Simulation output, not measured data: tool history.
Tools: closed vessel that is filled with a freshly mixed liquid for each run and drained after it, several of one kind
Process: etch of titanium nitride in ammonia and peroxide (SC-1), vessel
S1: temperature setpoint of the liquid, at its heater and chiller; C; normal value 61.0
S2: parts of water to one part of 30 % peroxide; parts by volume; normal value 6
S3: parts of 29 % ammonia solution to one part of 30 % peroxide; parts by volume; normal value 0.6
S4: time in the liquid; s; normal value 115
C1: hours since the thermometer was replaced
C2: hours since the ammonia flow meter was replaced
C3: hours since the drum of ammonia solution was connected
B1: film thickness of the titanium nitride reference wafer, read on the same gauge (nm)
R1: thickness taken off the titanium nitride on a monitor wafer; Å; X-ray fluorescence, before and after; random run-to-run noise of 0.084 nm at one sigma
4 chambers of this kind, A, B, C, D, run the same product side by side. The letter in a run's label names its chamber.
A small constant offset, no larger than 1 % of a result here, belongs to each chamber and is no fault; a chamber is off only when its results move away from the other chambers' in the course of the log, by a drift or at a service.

{"day": 0.275, "done": "chamber C: ammonia flow meter replaced"}
{"run": "1C", "day": 0.35, "S1": 61.0, "S2": 6, "S3": 0.6, "S4": 115, "C1": 346.7, "C2": 1.9, "C3": 478.1, "B1": 50.006, "R1": 235.58}
{"run": "2B", "day": 0.646, "S1": 61.0, "S2": 6, "S3": 0.6, "S4": 115, "C1": 405.3, "C2": 85.9, "C3": 310.1, "B1": 50.019, "R1": 235.45}
{"run": "3A", "day": 0.946, "S1": 61.0, "S2": 6, "S3": 0.6, "S4": 115, "C1": 536.9, "C2": 496.0, "C3": 159.6, "B1": 49.945, "R1": 234.21}
{"run": "4D", "day": 1.417, "S1": 61.0, "S2": 6, "S3": 0.6, "S4": 115, "C1": 637.9, "C2": 350.4, "C3": 190.9, "B1": 50.015, "R1": 234.49}
{"day": 1.55, "done": "chamber A: ammonia flow meter replaced"}
{"run": "5D", "day": 1.838, "S1": 65.5, "S2": 6, "S3": 0.6, "S4": 150, "C1": 648.0, "C2": 360.5, "C3": 201.0, "B1": 50.008, "R1": 412.14}
{"run": "6B", "day": 2.162, "S1": 65.5, "S2": 6, "S3": 0.6, "S4": 150, "C1": 441.7, "C2": 122.3, "C3": 346.5, "B1": 49.961, "R1": 413.21}
{"run": "7C", "day": 2.671, "S1": 65.5, "S2": 6, "S3": 0.6, "S4": 150, "C1": 402.4, "C2": 57.6, "C3": 533.8, "B1": 50.005, "R1": 406.53}
{"run": "8A", "day": 2.95, "S1": 65.5, "S2": 6, "S3": 0.6, "S4": 150, "C1": 585.0, "C2": 33.6, "C3": 207.7, "B1": 49.971, "R1": 409.99}
{"run": "9B", "day": 3.271, "S1": 61.0, "S2": 6, "S3": 0.6, "S4": 115, "C1": 468.3, "C2": 148.9, "C3": 373.1, "B1": 49.99, "R1": 237.07}
{"run": "10A", "day": 3.604, "S1": 61.0, "S2": 5, "S3": 0.6, "S4": 55, "C1": 600.7, "C2": 49.3, "C3": 223.4, "B1": 50.031, "R1": 121.94}
{"run": "11D", "day": 3.946, "S1": 61.0, "S2": 5, "S3": 0.6, "S4": 55, "C1": 698.6, "C2": 411.1, "C3": 251.6, "B1": 49.993, "R1": 121.82}
{"run": "12C", "day": 4.442, "S1": 61.0, "S2": 5, "S3": 0.6, "S4": 55, "C1": 444.9, "C2": 100.1, "C3": 576.3, "B1": 49.979, "R1": 122.33}
{"run": "13B", "day": 4.838, "S1": 61.0, "S2": 5, "S3": 0.6, "S4": 55, "C1": 505.9, "C2": 186.5, "C3": 410.7, "B1": 49.987, "R1": 121.35}
{"run": "14C", "day": 5.329, "S1": 61.0, "S2": 6, "S3": 0.6, "S4": 115, "C1": 466.2, "C2": 121.4, "C3": 597.6, "B1": 50.015, "R1": 233.52}
{"run": "15A", "day": 5.775, "S1": 61.0, "S2": 6, "S3": 0.6, "S4": 115, "C1": 652.8, "C2": 101.4, "C3": 275.5, "B1": 50.015, "R1": 233.71}
{"run": "16D", "day": 6.067, "S1": 61.0, "S2": 6, "S3": 0.6, "S4": 115, "C1": 749.5, "C2": 462.0, "C3": 302.5, "B1": 50.011, "R1": 235.13}
{"day": 6.208, "done": "chamber D: ammonia flow meter replaced"}
{"run": "17D", "day": 6.396, "S1": 61.0, "S2": 6, "S3": 0.6, "S4": 115, "C1": 757.4, "C2": 4.6, "C3": 310.4, "B1": 50.03, "R1": 234.65}
{"run": "18C", "day": 6.667, "S1": 61.0, "S2": 6, "S3": 0.6, "S4": 115, "C1": 498.3, "C2": 153.5, "C3": 629.7, "B1": 49.988, "R1": 234.35}
{"day": 6.738, "done": "chamber C: new drum of ammonia solution connected"}
{"run": "19A", "day": 7.062, "S1": 61.0, "S2": 6, "S3": 0.6, "S4": 115, "C1": 683.7, "C2": 132.3, "C3": 306.4, "B1": 49.975, "R1": 234.74}
{"run": "20B", "day": 7.592, "S1": 61.0, "S2": 6, "S3": 0.6, "S4": 115, "C1": 572.0, "C2": 252.6, "C3": 476.8, "B1": 49.998, "R1": 231.35}
{"run": "21A", "day": 8.096, "S1": 61.0, "S2": 6, "S3": 0.6, "S4": 115, "C1": 708.5, "C2": 157.1, "C3": 331.2, "B1": 49.984, "R1": 233.16}
{"run": "22D", "day": 8.617, "S1": 61.0, "S2": 6, "S3": 0.6, "S4": 115, "C1": 810.7, "C2": 57.9, "C3": 363.7, "B1": 50.043, "R1": 233.21}
{"run": "23B", "day": 8.95, "S1": 61.0, "S2": 6, "S3": 0.6, "S4": 115, "C1": 604.6, "C2": 285.2, "C3": 509.4, "B1": 49.978, "R1": 229.3}
{"run": "24C", "day": 9.238, "S1": 61.0, "S2": 6, "S3": 0.6, "S4": 115, "C1": 560.0, "C2": 215.2, "C3": 60.0, "B1": 50.018, "R1": 234.58}
{"run": "25D", "day": 9.621, "S1": 61.0, "S2": 6, "S3": 0.6, "S4": 115, "C1": 834.8, "C2": 82.0, "C3": 387.8, "B1": 50.028, "R1": 234.66}
{"run": "26A", "day": 10.054, "S1": 53.5, "S2": 6, "S3": 0.6, "S4": 155, "C1": 755.5, "C2": 204.1, "C3": 378.2, "B1": 50.021, "R1": 191.12}
{"run": "27B", "day": 10.408, "S1": 53.5, "S2": 6, "S3": 0.6, "S4": 155, "C1": 639.6, "C2": 320.2, "C3": 544.4, "B1": 50.015, "R1": 184.87}
{"run": "28C", "day": 10.842, "S1": 53.5, "S2": 6, "S3": 0.6, "S4": 155, "C1": 598.5, "C2": 253.7, "C3": 98.5, "B1": 49.94, "R1": 192.61}
{"run": "29D", "day": 11.304, "S1": 53.5, "S2": 6, "S3": 0.6, "S4": 155, "C1": 875.2, "C2": 122.4, "C3": 428.2, "B1": 49.966, "R1": 190.4}

All 4 chambers run these settings next. Forecast each chamber's results:
{"run": "30A", "day": 11.692, "S1": 61.0, "S2": 6, "S3": 0.6, "S4": 115, "R1": "?"}
{"run": "30B", "day": 11.692, "S1": 61.0, "S2": 6, "S3": 0.6, "S4": 115, "R1": "?"}
{"run": "30C", "day": 11.692, "S1": 61.0, "S2": 6, "S3": 0.6, "S4": 115, "R1": "?"}
{"run": "30D", "day": 11.692, "S1": 61.0, "S2": 6, "S3": 0.6, "S4": 115, "R1": "?"}

run=30A R1=234.75
run=30B R1=226.79
run=30C R1=234.96
run=30D R1=233.25
